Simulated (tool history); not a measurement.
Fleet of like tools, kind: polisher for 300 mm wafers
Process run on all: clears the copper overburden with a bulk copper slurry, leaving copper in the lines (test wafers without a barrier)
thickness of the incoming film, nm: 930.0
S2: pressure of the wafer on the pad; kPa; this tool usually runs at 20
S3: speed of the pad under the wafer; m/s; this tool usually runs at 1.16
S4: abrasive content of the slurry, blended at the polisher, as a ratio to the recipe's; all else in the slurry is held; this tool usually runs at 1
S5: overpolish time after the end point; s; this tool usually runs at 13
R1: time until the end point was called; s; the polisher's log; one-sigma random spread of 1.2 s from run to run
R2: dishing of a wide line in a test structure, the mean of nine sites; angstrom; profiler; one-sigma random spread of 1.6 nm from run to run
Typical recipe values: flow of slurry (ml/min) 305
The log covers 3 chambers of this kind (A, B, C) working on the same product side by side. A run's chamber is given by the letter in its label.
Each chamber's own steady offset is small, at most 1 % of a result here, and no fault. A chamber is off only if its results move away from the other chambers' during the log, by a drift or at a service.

{"run": "1C", "hour": 5.8, "flow of slurry (ml/min)": 305, "S2": 20, "S3": 1.16, "S4": 1, "S5": 13, "R1": 99.844, "R2": 769.15}
{"run": "2A", "hour": 9.4, "flow of slurry (ml/min)": 305, "S2": 20, "S3": 1.16, "S4": 1, "S5": 13, "R1": 102.22, "R2": 737.97}
{"hour": 10.3, "done": "chamber A: slurry nozzle cleaned"}
{"run": "3B", "hour": 14.5, "flow of slurry (ml/min)": 305, "S2": 20, "S3": 1.16, "S4": 1, "S5": 13, "R1": 99.376, "R2": 732.58}
{"run": "4C", "hour": 19.5, "flow of slurry (ml/min)": 305, "S2": 20, "S3": 1.16, "S4": 1, "S5": 13, "R1": 100.82, "R2": 746.87}
{"run": "5A", "hour": 25.1, "flow of slurry (ml/min)": 305, "S2": 20, "S3": 1.16, "S4": 1, "S5": 13, "R1": 98.829, "R2": 753.19}
{"hour": 27.1, "done": "chamber A: worn pad replaced by a new one"}
{"run": "6B", "hour": 31.0, "flow of slurry (ml/min)": 305, "S2": 20, "S3": 1.16, "S4": 1, "S5": 13, "R1": 100.36, "R2": 755.93}
{"run": "7C", "hour": 35.8, "flow of slurry (ml/min)": 305, "S2": 20, "S3": 1.16, "S4": 1, "S5": 13, "R1": 100.15, "R2": 782.03}
{"run": "8A", "hour": 40.6, "flow of slurry (ml/min)": 305, "S2": 20, "S3": 1.16, "S4": 1, "S5": 13, "R1": 99.504, "R2": 751.64}
{"run": "9B", "hour": 46.0, "flow of slurry (ml/min)": 305, "S2": 22.8, "S3": 1.16, "S4": 1, "S5": 13, "R1": 87.697, "R2": 831.64}
{"hour": 50.6, "done": "chamber B: worn pad replaced by a new one"}
{"run": "10C", "hour": 51.8, "flow of slurry (ml/min)": 305, "S2": 22.8, "S3": 1.16, "S4": 1, "S5": 13, "R1": 86.438, "R2": 865.97}
{"run": "11B", "hour": 56.6, "flow of slurry (ml/min)": 305, "S2": 22.8, "S3": 1.16, "S4": 1, "S5": 13, "R1": 89.155, "R2": 839.78}
{"run": "12A", "hour": 60.6, "flow of slurry (ml/min)": 305, "S2": 20, "S3": 1.16, "S4": 1, "S5": 13, "R1": 100.59, "R2": 757.47}
{"run": "13C", "hour": 65.1, "flow of slurry (ml/min)": 305, "S2": 20, "S3": 1.16, "S4": 1, "S5": 13, "R1": 99.427, "R2": 751.58}
{"run": "14B", "hour": 68.2, "flow of slurry (ml/min)": 305, "S2": 20, "S3": 1.16, "S4": 1, "S5": 13, "R1": 100.87, "R2": 746.89}
{"run": "15A", "hour": 74.8, "flow of slurry (ml/min)": 305, "S2": 20, "S3": 1.16, "S4": 1, "S5": 13, "R1": 100.4, "R2": 752.75}
{"run": "16B", "hour": 80.3, "flow of slurry (ml/min)": 305, "S2": 20, "S3": 1.16, "S4": 1, "S5": 13, "R1": 100.45, "R2": 746.28}
{"hour": 81.9, "done": "chamber C: worn pad replaced by a new one"}
{"run": "17A", "hour": 85.8, "flow of slurry (ml/min)": 305, "S2": 20, "S3": 1.16, "S4": 1, "S5": 13, "R1": 101.16, "R2": 729.57}
{"run": "18C", "hour": 90.5, "flow of slurry (ml/min)": 305, "S2": 20, "S3": 1.16, "S4": 1, "S5": 13, "R1": 97.6, "R2": 738.31}
{"run": "19A", "hour": 97.1, "flow of slurry (ml/min)": 305, "S2": 20, "S3": 1.16, "S4": 1, "S5": 13, "R1": 101.36, "R2": 752.53}
{"run": "20C", "hour": 100.2, "flow of slurry (ml/min)": 305, "S2": 20, "S3": 1.16, "S4": 1, "S5": 13, "R1": 98.062, "R2": 729.09}
{"run": "21B", "hour": 105.2, "flow of slurry (ml/min)": 305, "S2": 20, "S3": 1.16, "S4": 0.85, "S5": 9, "R1": 105.13, "R2": 559.59}
{"run": "22B", "hour": 109.4, "flow of slurry (ml/min)": 305, "S2": 20, "S3": 1.16, "S4": 0.85, "S5": 9, "R1": 103.93, "R2": 558.18}
{"run": "23A", "hour": 115.3, "flow of slurry (ml/min)": 305, "S2": 20, "S3": 1.16, "S4": 0.85, "S5": 9, "R1": 105.05, "R2": 542.47}
{"run": "24C", "hour": 120.4, "flow of slurry (ml/min)": 305, "S2": 20, "S3": 1.16, "S4": 1, "S5": 13, "R1": 100.39, "R2": 767.99}
{"run": "25A", "hour": 126.4, "flow of slurry (ml/min)": 305, "S2": 20, "S3": 1.16, "S4": 1, "S5": 13, "R1": 101.03, "R2": 762.12}
{"run": "26B", "hour": 130.7, "flow of slurry (ml/min)": 305, "S2": 20, "S3": 1.16, "S4": 1, "S5": 13, "R1": 97.974, "R2": 738.66}
{"run": "27C", "hour": 134.3, "flow of slurry (ml/min)": 305, "S2": 20, "S3": 1.16, "S4": 1, "S5": 13, "R1": 98.137, "R2": 751.57}
{"run": "28C", "hour": 138.3, "flow of slurry (ml/min)": 305, "S2": 20, "S3": 0.88, "S4": 1, "S5": 16, "R1": 131.04, "R2": 723.38}
{"run": "29B", "hour": 143.7, "flow of slurry (ml/min)": 305, "S2": 20, "S3": 0.88, "S4": 1, "S5": 16, "R1": 133.89, "R2": 706.78}
{"run": "30A", "hour": 149.6, "flow of slurry (ml/min)": 305, "S2": 20, "S3": 0.88, "S4": 1, "S5": 16, "R1": 133.12, "R2": 712.41}
{"hour": 155.1, "done": "chamber B: worn pad replaced by a new one"}
{"run": "31A", "hour": 155.6, "flow of slurry (ml/min)": 305, "S2": 20, "S3": 1.16, "S4": 1, "S5": 13, "R1": 100.43, "R2": 767.72}
{"run": "32C", "hour": 158.9, "flow of slurry (ml/min)": 305, "S2": 20, "S3": 1.16, "S4": 1, "S5": 13, "R1": 101.72, "R2": 763}
{"run": "33B", "hour": 162.1, "flow of slurry (ml/min)": 305, "S2": 20, "S3": 1.16, "S4": 1, "S5": 13, "R1": 100.01, "R2": 742.19}

Has any chamber moved away from the others, gradually or after a service, or does the common gauge drift, or do the chambers differ only by their own small steady offsets? State the chamber and the most likely cause if one applies.

All chambers stay in line apart from their small fixed offsets, and the gauge does not drift.
